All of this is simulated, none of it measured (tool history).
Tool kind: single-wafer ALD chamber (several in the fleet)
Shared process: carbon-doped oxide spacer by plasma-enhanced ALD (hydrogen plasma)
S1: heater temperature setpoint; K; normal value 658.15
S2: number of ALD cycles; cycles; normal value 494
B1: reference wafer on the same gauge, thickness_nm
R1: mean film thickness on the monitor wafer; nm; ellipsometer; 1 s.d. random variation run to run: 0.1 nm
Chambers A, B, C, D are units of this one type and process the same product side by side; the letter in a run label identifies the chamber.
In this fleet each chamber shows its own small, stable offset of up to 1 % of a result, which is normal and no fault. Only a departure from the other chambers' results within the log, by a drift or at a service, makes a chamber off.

| run | hour | S1 | S2 | B1 | R1 |
|---|---|---|---|---|---|
| 1B | 3.7 | 658.15 | 494 | 25.183 | 24.841 |
| 2A | 10.3 | 658.15 | 494 | 25.218 | 24.789 |
| 3D | 14.0 | 658.15 | 494 | 25.198 | 24.761 |
| 4C | 18.4 | 658.15 | 494 | 25.196 | 24.693 |
| 5D | 22.0 | 669.15 | 525 | 25.221 | 26.095 |
| 6B | 27.8 | 669.15 | 525 | 25.176 | 26.538 |
| 7C | 31.7 | 669.15 | 525 | 25.195 | 26.245 |
| 8A | 38.1 | 669.15 | 525 | 25.204 | 26.277 |
| 9D | 42.1 | 658.15 | 494 | 25.218 | 24.609 |
| 10B | 47.8 | 658.15 | 494 | 25.209 | 24.925 |
| 11A | 53.0 | 651.15 | 494 | 25.231 | 24.210 |
| 12C | 57.8 | 651.15 | 494 | 25.240 | 24.692 |
| 13A | 64.3 | 651.15 | 494 | 25.206 | 24.459 |
| 14D | 67.8 | 651.15 | 494 | 25.191 | 24.632 |
| 15C | 72.3 | 658.15 | 494 | 25.188 | 24.414 |
| 16B | 76.3 | 658.15 | 494 | 25.235 | 25.011 |
| 17C | 81.2 | 658.15 | 494 | 25.187 | 24.601 |
| 18D | 87.3 | 658.15 | 494 | 25.216 | 24.795 |
|  | 88.6 | chamber A: thermocouple changed; heater temperature recalibrated |
| 19B | 93.7 | 658.15 | 494 | 25.194 | 24.849 |
| 20A | 98.8 | 658.15 | 456 | 25.204 | 22.583 |
| 21A | 102.0 | 658.15 | 456 | 25.198 | 22.736 |
| 22D | 105.4 | 658.15 | 456 | 25.209 | 22.891 |
| 23C | 111.9 | 658.15 | 456 | 25.230 | 22.971 |
| 24B | 115.5 | 658.15 | 494 | 25.218 | 25.059 |
| 25A | 119.5 | 658.15 | 494 | 25.205 | 24.493 |
| 26D | 124.2 | 658.15 | 494 | 25.212 | 24.839 |
| 27C | 128.0 | 658.15 | 494 | 25.187 | 24.926 |
| 28B | 134.2 | 658.15 | 494 | 25.214 | 24.896 |
| 29C | 140.6 | 658.15 | 494 | 25.190 | 24.916 |
| 30A | 144.3 | 672.15 | 580 | 25.184 | 28.751 |
| 31B | 148.9 | 672.15 | 580 | 25.215 | 29.239 |
| 32D | 154.1 | 672.15 | 580 | 25.196 | 29.051 |
| 33B | 159.9 | 672.15 | 580 | 25.190 | 29.069 |
| 34C | 165.5 | 658.15 | 494 | 25.172 | 24.715 |
| 35D | 171.7 | 658.15 | 494 | 25.228 | 24.582 |
| 36A | 178.2 | 651.15 | 430 | 25.187 | 21.242 |
| 37C | 183.7 | 651.15 | 430 | 25.197 | 21.536 |
| 38D | 187.1 | 651.15 | 430 | 25.207 | 21.504 |

Is one chamber out of step, is the gauge drifting, or do the chambers differ by no more than their own small offsets? For an off chamber, give its letter and the likeliest cause.

Beyond each chamber's small constant offset nothing stands out, and the gauge stays steady.
